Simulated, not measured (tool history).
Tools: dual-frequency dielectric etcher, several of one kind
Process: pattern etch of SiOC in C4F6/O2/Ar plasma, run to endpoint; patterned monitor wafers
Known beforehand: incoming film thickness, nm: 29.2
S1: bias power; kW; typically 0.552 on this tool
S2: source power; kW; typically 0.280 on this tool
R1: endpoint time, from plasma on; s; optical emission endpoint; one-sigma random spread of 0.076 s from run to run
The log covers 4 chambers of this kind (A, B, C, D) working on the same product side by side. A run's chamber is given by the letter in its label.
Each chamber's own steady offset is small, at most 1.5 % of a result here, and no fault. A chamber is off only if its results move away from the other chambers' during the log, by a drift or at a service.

run	hour	S1	S2	R1
1C	11.8	0.552	0.280	10.728
2A	21.6	0.552	0.280	10.921
3D	28.3	0.552	0.280	10.623
4B	36.7	0.552	0.280	10.805
5A	43.3	0.552	0.280	10.847
6C	52.3	0.552	0.280	10.708
7B	62.4	0.506	0.280	11.129
8D	71.3	0.506	0.280	11.119
9D	78.8	0.506	0.280	11.170
10A	92.0	0.506	0.280	11.391
11B	105.5	0.552	0.280	10.876
12C	116.6	0.552	0.280	10.785
13C	129.8	0.552	0.280	10.700
14B	137.6	0.552	0.280	10.802
15A	148.4	0.552	0.280	10.895
16D	158.9	0.552	0.280	10.814
17D	166.9	0.669	0.250	10.406
# hour 178.2: chamber A: wet clean of the chamber
18A	182.0	0.669	0.250	10.519
# hour 187.4: chamber C: wet clean of the chamber
19C	193.5	0.669	0.250	10.333
# hour 198.6: chamber D: wet clean of the chamber
20B	205.1	0.669	0.250	10.346
21D	212.1	0.552	0.280	10.792
22A	219.1	0.552	0.280	11.103
23B	228.4	0.552	0.280	10.851
24C	241.2	0.552	0.280	10.739
25C	251.4	0.552	0.280	10.669
26A	258.7	0.552	0.280	10.779
27D	273.6	0.552	0.280	10.757
# hour 278.1: chamber B: wet clean of the chamber
28B	281.7	0.552	0.280	10.718
29C	291.3	0.552	0.280	10.723
# hour 293.8: chamber D: source power generator calibrated
30B	302.6	0.440	0.330	11.222
31A	312.3	0.440	0.330	11.070
32D	319.7	0.440	0.330	11.030
33C	329.6	0.440	0.330	11.044
34D	340.6	0.461	0.280	11.437
35A	349.4	0.461	0.280	11.834
36B	356.7	0.461	0.280	11.639
37A	368.8	0.461	0.280	11.711
# hour 372.8: chamber B: bias power generator calibrated
38D	378.0	0.552	0.280	10.848
39B	388.4	0.552	0.280	10.893
40C	398.6	0.552	0.280	10.749

The same settings go to every chamber for the next run, one line per chamber below. Forecast the results for each:
41A	409.6	0.485	0.280	?
41B	409.6	0.485	0.280	?
41C	409.6	0.485	0.280	?
41D	409.6	0.485	0.280	?

run	R1
41A	11.488
41B	11.182
41C	11.324
41D	11.473
